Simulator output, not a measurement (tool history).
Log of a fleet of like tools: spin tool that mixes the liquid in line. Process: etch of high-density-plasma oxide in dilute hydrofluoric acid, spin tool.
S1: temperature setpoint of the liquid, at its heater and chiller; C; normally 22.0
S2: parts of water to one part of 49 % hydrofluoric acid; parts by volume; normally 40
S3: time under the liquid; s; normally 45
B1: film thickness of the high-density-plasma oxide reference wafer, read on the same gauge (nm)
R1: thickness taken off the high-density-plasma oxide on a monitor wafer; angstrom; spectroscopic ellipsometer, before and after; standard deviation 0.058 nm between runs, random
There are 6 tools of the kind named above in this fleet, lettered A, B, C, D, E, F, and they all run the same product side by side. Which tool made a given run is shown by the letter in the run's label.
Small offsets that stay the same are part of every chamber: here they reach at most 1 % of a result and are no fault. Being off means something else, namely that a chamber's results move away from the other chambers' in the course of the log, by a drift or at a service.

{"run": "1C", "hour": 9.0, "S1": 22.0, "S2": 40, "S3": 45, "B1": 79.998, "R1": 81.766}
{"run": "2E", "hour": 15.4, "S1": 22.0, "S2": 40, "S3": 45, "B1": 80.012, "R1": 81.681}
{"run": "3B", "hour": 21.8, "S1": 22.0, "S2": 40, "S3": 45, "B1": 79.982, "R1": 81.169}
{"run": "4D", "hour": 26.3, "S1": 22.0, "S2": 40, "S3": 45, "B1": 80.042, "R1": 81.276}
{"run": "5F", "hour": 31.7, "S1": 22.0, "S2": 40, "S3": 45, "B1": 80.018, "R1": 80.704}
{"run": "6A", "hour": 36.1, "S1": 22.0, "S2": 40, "S3": 45, "B1": 80.007, "R1": 81.484}
{"run": "7C", "hour": 42.2, "S1": 22.0, "S2": 40, "S3": 45, "B1": 79.951, "R1": 82.313}
{"run": "8D", "hour": 49.5, "S1": 22.0, "S2": 40, "S3": 45, "B1": 79.99, "R1": 83.006}
{"run": "9A", "hour": 58.2, "S1": 22.0, "S2": 40, "S3": 45, "B1": 79.978, "R1": 82.467}
{"run": "10F", "hour": 64.0, "S1": 22.0, "S2": 40, "S3": 45, "B1": 80.006, "R1": 81.173}
{"run": "11E", "hour": 70.6, "S1": 22.0, "S2": 40, "S3": 45, "B1": 80.008, "R1": 81.244}
{"run": "12B", "hour": 80.1, "S1": 22.0, "S2": 40, "S3": 45, "B1": 80.016, "R1": 80.69}
{"run": "13F", "hour": 84.8, "S1": 22.0, "S2": 40, "S3": 45, "B1": 80.04, "R1": 81.743}
{"run": "14B", "hour": 93.9, "S1": 22.0, "S2": 40, "S3": 65, "B1": 79.99, "R1": 118.05}
{"hour": 94.7, "done": "chamber E: thermometer replaced"}
{"run": "15A", "hour": 99.9, "S1": 22.0, "S2": 40, "S3": 65, "B1": 80.022, "R1": 118.19}
{"run": "16C", "hour": 106.3, "S1": 22.0, "S2": 40, "S3": 65, "B1": 79.963, "R1": 119.17}
{"run": "17D", "hour": 115.6, "S1": 22.0, "S2": 40, "S3": 65, "B1": 80.01, "R1": 118.47}
{"run": "18E", "hour": 122.6, "S1": 22.0, "S2": 40, "S3": 65, "B1": 79.97, "R1": 117.45}
{"run": "19E", "hour": 131.3, "S1": 22.0, "S2": 40, "S3": 65, "B1": 79.991, "R1": 116.88}
{"run": "20B", "hour": 140.2, "S1": 22.0, "S2": 40, "S3": 45, "B1": 80.025, "R1": 80.769}
{"run": "21D", "hour": 147.7, "S1": 22.0, "S2": 40, "S3": 45, "B1": 80.024, "R1": 82.299}
{"run": "22A", "hour": 153.3, "S1": 22.0, "S2": 40, "S3": 45, "B1": 79.991, "R1": 81.99}
{"run": "23C", "hour": 162.9, "S1": 22.0, "S2": 40, "S3": 45, "B1": 79.996, "R1": 82.754}
{"run": "24F", "hour": 169.5, "S1": 22.0, "S2": 40, "S3": 45, "B1": 80.043, "R1": 81.47}
{"run": "25B", "hour": 173.9, "S1": 22.0, "S2": 40, "S3": 45, "B1": 80.006, "R1": 80.711}
{"run": "26D", "hour": 179.4, "S1": 24.5, "S2": 40, "S3": 45, "B1": 80.011, "R1": 89.551}
{"run": "27F", "hour": 188.7, "S1": 24.5, "S2": 40, "S3": 45, "B1": 79.998, "R1": 90.498}
{"run": "28E", "hour": 197.3, "S1": 24.5, "S2": 40, "S3": 45, "B1": 79.978, "R1": 89.872}
{"run": "29A", "hour": 204.4, "S1": 24.5, "S2": 40, "S3": 45, "B1": 80.0, "R1": 90.283}
{"run": "30C", "hour": 210.4, "S1": 24.5, "S2": 40, "S3": 45, "B1": 79.992, "R1": 93.036}
{"run": "31B", "hour": 219.1, "S1": 24.5, "S2": 40, "S3": 45, "B1": 80.031, "R1": 91.132}
{"run": "32F", "hour": 225.7, "S1": 22.0, "S2": 40, "S3": 45, "B1": 79.995, "R1": 81.549}
{"run": "33A", "hour": 234.0, "S1": 22.0, "S2": 40, "S3": 45, "B1": 80.003, "R1": 82.447}
{"hour": 236.8, "done": "chamber E: hydrofluoric acid flow meter replaced"}
{"run": "34E", "hour": 242.6, "S1": 22.0, "S2": 40, "S3": 45, "B1": 79.978, "R1": 81.375}
{"run": "35C", "hour": 249.5, "S1": 22.0, "S2": 40, "S3": 45, "B1": 80.023, "R1": 85.227}
{"run": "36D", "hour": 256.8, "S1": 22.0, "S2": 40, "S3": 45, "B1": 80.035, "R1": 81.118}
{"run": "37C", "hour": 265.1, "S1": 22.0, "S2": 40, "S3": 45, "B1": 80.009, "R1": 85.8}
{"run": "38A", "hour": 273.1, "S1": 22.0, "S2": 40, "S3": 45, "B1": 79.972, "R1": 81.306}
{"run": "39E", "hour": 280.2, "S1": 22.0, "S2": 40, "S3": 45, "B1": 80.014, "R1": 82.164}

Next, all 6 chambers run the settings below, one line each with question marks for the results. What does each chamber give?
{"run": "40A", "hour": 287.2, "S1": 18.0, "S2": 40, "S3": 45, "R1": "?"}
{"run": "40B", "hour": 287.2, "S1": 18.0, "S2": 40, "S3": 45, "R1": "?"}
{"run": "40C", "hour": 287.2, "S1": 18.0, "S2": 40, "S3": 45, "R1": "?"}
{"run": "40D", "hour": 287.2, "S1": 18.0, "S2": 40, "S3": 45, "R1": "?"}
{"run": "40E", "hour": 287.2, "S1": 18.0, "S2": 40, "S3": 45, "R1": "?"}
{"run": "40F", "hour": 287.2, "S1": 18.0, "S2": 40, "S3": 45, "R1": "?"}

run=40A R1=68.899
run=40B R1=67.791
run=40C R1=73.101
run=40D R1=68.936
run=40E R1=68.830
run=40F R1=68.627
